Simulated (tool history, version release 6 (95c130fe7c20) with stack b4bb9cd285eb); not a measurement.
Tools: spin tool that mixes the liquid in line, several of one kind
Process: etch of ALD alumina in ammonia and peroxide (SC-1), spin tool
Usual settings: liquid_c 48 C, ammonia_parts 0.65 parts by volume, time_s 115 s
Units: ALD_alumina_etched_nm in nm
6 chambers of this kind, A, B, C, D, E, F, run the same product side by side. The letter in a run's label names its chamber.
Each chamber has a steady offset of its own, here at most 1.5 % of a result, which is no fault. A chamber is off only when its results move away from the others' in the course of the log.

run,hour,liquid_c,ammonia_parts,time_s,hours since the thermometer was replaced,hours since the ammonia flow meter was replaced,hours since the heated supply line was repaired,hours since the drum of ammonia solution was connected,"read-back film thickness of the ALD alumina reference wafer, read on the same gauge (nm)",ALD_alumina_etched_nm
1A,7.3,48,0.65,115,1089.0,544.5,435.6,417.0,139.96,8.9089
2B,14.7,48,0.65,115,1355.3,736.0,1780.3,674.1,140.01,8.8872
3F,22.3,48,0.65,115,2435.3,144.1,574.0,329.1,140.00,8.9469
4D,31.9,48,0.65,115,146.7,1193.9,708.0,260.4,140.00,8.8499
5E,40.0,45,0.65,115,609.3,653.8,417.7,112.6,139.99,7.4351
# hour 46.2: chamber F: new drum of ammonia solution connected
6C,47.6,45,0.65,115,1090.3,469.0,3139.4,187.5,139.99,7.4356
7D,56.7,45,0.65,115,171.5,1218.7,732.8,285.2,140.01,7.5046
# hour 62.5: chamber D: ammonia flow meter replaced
8C,63.3,45,0.65,115,1106.0,484.7,3155.1,203.2,139.96,7.3793
9B,71.1,45,0.65,115,1411.7,792.4,1836.7,730.5,140.06,7.6049
10F,76.9,45,0.65,115,2489.9,198.7,628.6,30.8,140.00,7.5766
11E,84.8,48,0.65,115,654.1,698.6,462.5,157.4,140.00,8.8470
12A,90.5,48,0.65,115,1172.2,627.7,518.8,500.2,140.02,8.9032
# hour 94.3: chamber D: new drum of ammonia solution connected
13A,99.1,48,0.65,115,1180.8,636.3,527.4,508.8,140.02,8.7689
# hour 100.3: chamber B: heated supply line repaired
14F,109.6,48,0.40,115,2522.6,231.4,661.3,63.5,139.97,8.5666
# hour 110.0: chamber C: new drum of ammonia solution connected
15E,117.8,48,0.40,115,687.1,731.6,495.5,190.4,139.98,8.3678
16B,127.4,48,0.40,115,1468.0,848.7,27.2,786.8,140.03,8.5533
17D,135.7,48,0.40,115,250.5,73.3,811.8,41.5,140.01,8.2558
18C,142.4,48,0.40,115,1185.1,563.8,3234.2,32.4,139.96,8.3310
# hour 148.8: chamber A: new drum of ammonia solution connected
19C,150.3,48,0.40,115,1193.0,571.7,3242.1,40.3,140.01,8.3323
20A,155.2,48,0.65,115,1236.9,692.4,583.5,6.4,140.00,8.8058
# hour 159.4: chamber E: ammonia flow meter replaced
21E,165.4,48,0.65,115,734.7,6.1,543.1,238.0,139.94,8.8319
22B,173.2,48,0.65,115,1513.8,894.5,73.0,832.6,140.00,8.9206
# hour 180.7: chamber B: new drum of ammonia solution connected
23F,180.8,48,0.65,115,2593.8,302.6,732.5,134.7,139.97,8.9152
# hour 186.9: chamber C: heated supply line repaired
24D,186.9,48,0.65,65,301.7,124.5,863.0,92.7,139.99,4.8516
25C,196.6,48,0.65,65,1239.3,618.0,9.7,86.6,140.05,4.9502
# hour 201.7: chamber A: ammonia flow meter replaced
26B,203.1,48,0.65,65,1543.7,924.4,102.9,22.5,140.00,5.0449
27E,213.3,48,0.65,65,782.6,54.0,591.0,285.9,140.01,4.9686
28A,220.6,48,0.65,65,1302.3,19.0,648.9,71.8,139.99,4.9693
29F,227.1,48,0.65,65,2640.1,348.9,778.8,181.0,140.01,5.0788
30D,232.5,54,0.65,115,347.3,170.1,908.6,138.3,140.02,11.8140
31E,238.7,54,0.65,115,808.0,79.4,616.4,311.3,139.96,12.3590
32C,243.9,54,0.65,115,1286.6,665.3,57.0,133.9,139.99,12.2090
33A,250.0,54,0.65,115,1331.7,48.4,678.3,101.2,139.97,12.2220
34B,256.2,54,0.65,115,1596.8,977.5,156.0,75.6,140.02,12.4810
35D,261.0,54,0.65,115,375.8,198.6,937.1,166.8,140.03,11.7150
36F,266.5,48,0.65,115,2679.5,388.3,818.2,220.4,139.99,8.9652
37E,272.6,48,0.90,115,841.9,113.3,650.3,345.2,140.06,9.0017
38D,279.8,48,0.90,115,394.6,217.4,955.9,185.6,140.05,8.6185
# hour 281.4: chamber F: thermometer replaced
39C,287.7,48,0.90,115,1330.4,709.1,100.8,177.7,139.99,9.0422
40B,293.7,48,0.90,115,1634.3,1015.0,193.5,113.1,139.98,9.2122
41F,304.2,48,0.90,115,22.9,426.0,855.9,258.1,140.02,9.3103

What goes on in this fleet: one chamber off, a drifting gauge, or nothing beyond the chambers' own small offsets? Name the chamber and the cause, if any.

Chamber D drifts away from the others.
Cause: temperature lost on the way to the wafer (K) = 1.06.
The log may not tell that from: liquid colder than its thermometer reads (K).

Here are 4 candidates for chamber D's next run, each the usual settings with a change, their results left as question marks. Which one brings its results back in line with what the others give on the usual settings?
In line means no further than this from the other chambers' mean on the usual settings: ALD_alumina_etched_nm 0.1800 nm
42D-1,311.7,49,0.65,115,,,,,,?
42D-2,311.7,47,0.65,115,,,,,,?
42D-3,311.7,47,0.65,110,,,,,,?
42D-4,311.7,50,0.65,115,,,,,,?

The other chambers' mean on the usual settings: ALD_alumina_etched_nm 8.8507 nm
run,ALD_alumina_etched_nm
42D-1,8.8102
42D-2,7.8870
42D-3,7.5441
42D-4,9.3088
42D-1 brings the chamber back in line.
